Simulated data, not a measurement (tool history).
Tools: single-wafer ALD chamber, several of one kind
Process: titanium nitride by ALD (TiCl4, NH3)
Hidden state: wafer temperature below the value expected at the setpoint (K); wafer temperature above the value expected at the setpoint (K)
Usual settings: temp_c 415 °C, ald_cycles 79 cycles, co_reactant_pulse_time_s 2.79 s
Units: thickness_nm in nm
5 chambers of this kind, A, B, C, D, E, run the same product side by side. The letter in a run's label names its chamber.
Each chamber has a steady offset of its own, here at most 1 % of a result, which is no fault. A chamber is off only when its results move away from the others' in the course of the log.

| run | hour | temp_c | ald_cycles | co_reactant_pulse_time_s | hours since the last thermocouple change | read-back reference wafer on the same gauge, thickness_nm | thickness_nm |
|---|---|---|---|---|---|---|---|
| 1D | 3.3 | 415 | 79 | 2.79 | 615.6 | 1.7503 | 1.7784 |
| 2A | 6.4 | 415 | 79 | 2.79 | 1844.6 | 1.7512 | 1.7563 |
| 3C | 13.3 | 415 | 79 | 2.79 | 349.6 | 1.7509 | 1.7637 |
| 4B | 19.5 | 415 | 79 | 2.79 | 1205.4 | 1.7515 | 1.7733 |
| 5E | 23.7 | 415 | 79 | 2.79 | 1113.1 | 1.7516 | 1.7762 |
| 6D | 30.3 | 415 | 79 | 2.79 | 642.6 | 1.7526 | 1.7782 |
| 7B | 36 | 415 | 79 | 2.79 | 1221.9 | 1.7517 | 1.7702 |
| 8E | 43.1 | 415 | 79 | 2.79 | 1132.5 | 1.7522 | 1.7847 |
| 9C | 49.4 | 415 | 79 | 2.79 | 385.7 | 1.7531 | 1.7645 |
| 10A | 53.6 | 415 | 79 | 2.79 | 1891.8 | 1.7537 | 1.7634 |
| 11E | 60.1 | 415 | 79 | 2.79 | 1149.5 | 1.7534 | 1.7836 |
| 12C | 65.5 | 415 | 79 | 3.7 | 401.8 | 1.7543 | 1.7708 |
| 13B | 71.3 | 415 | 79 | 3.7 | 1257.2 | 1.7547 | 1.7864 |
| 14D | 77 | 415 | 79 | 3.7 | 689.3 | 1.7543 | 1.7924 |
| 15A | 83.3 | 415 | 79 | 3.7 | 1921.5 | 1.7553 | 1.7749 |
| 16C | 90.1 | 415 | 79 | 3.7 | 426.4 | 1.7554 | 1.7751 |
| 17A | 96.4 | 403 | 79 | 2.37 | 1934.6 | 1.7564 | 1.7559 |
| 18D | 102.6 | 403 | 79 | 2.37 | 714.9 | 1.7563 | 1.7715 |
| 19B | 106.9 | 403 | 79 | 2.37 | 1292.8 | 1.7569 | 1.768 |
| 20E | 111.4 | 403 | 79 | 2.37 | 1200.8 | 1.7575 | 1.7672 |
| 21B | 117.9 | 403 | 79 | 2.37 | 1303.8 | 1.7576 | 1.7647 |
| 22D | 123.3 | 415 | 79 | 2.79 | 735.6 | 1.7571 | 1.7877 |
| 23C | 127.6 | 415 | 79 | 2.79 | 463.9 | 1.7575 | 1.7782 |
| 24A | 132.7 | 415 | 79 | 2.79 | 1970.9 | 1.7583 | 1.7724 |
| 25E | 138 | 415 | 70 | 3.69 | 1227.4 | 1.7585 | 1.5935 |
| 26D | 142 | 415 | 70 | 3.69 | 754.3 | 1.7593 | 1.5937 |
| 27C | 148.9 | 415 | 70 | 3.69 | 485.2 | 1.7595 | 1.5805 |
| 28E | 155.5 | 415 | 70 | 3.69 | 1244.9 | 1.7597 | 1.5957 |
| 29B | 159.1 | 415 | 70 | 3.69 | 1345 | 1.7606 | 1.5873 |
| 30A | 165.3 | 415 | 79 | 2.79 | 2003.5 | 1.7599 | 1.7705 |
| 31E | 171.2 | 415 | 79 | 2.79 | 1260.6 | 1.7603 | 1.7877 |
| 32B | 177.8 | 415 | 79 | 2.79 | 1363.7 | 1.761 | 1.782 |
| 33C | 181.5 | 415 | 79 | 2.79 | 517.8 | 1.7615 | 1.7728 |
| 34D | 187.5 | 415 | 79 | 2.79 | 799.8 | 1.7621 | 1.7905 |

Next, every chamber runs the same settings. What will each give?
| 35A | 192.8 | 415 | 79 | 2.79 |  |  | ? |
| 35B | 192.8 | 415 | 79 | 2.79 |  |  | ? |
| 35C | 192.8 | 415 | 79 | 2.79 |  |  | ? |
| 35D | 192.8 | 415 | 79 | 2.79 |  |  | ? |
| 35E | 192.8 | 415 | 79 | 2.79 |  |  | ? |

| run | thickness_nm |
|---|---|
| 35A | 1.7738 |
| 35B | 1.7905 |
| 35C | 1.7706 |
| 35D | 1.7881 |
| 35E | 1.7948 |
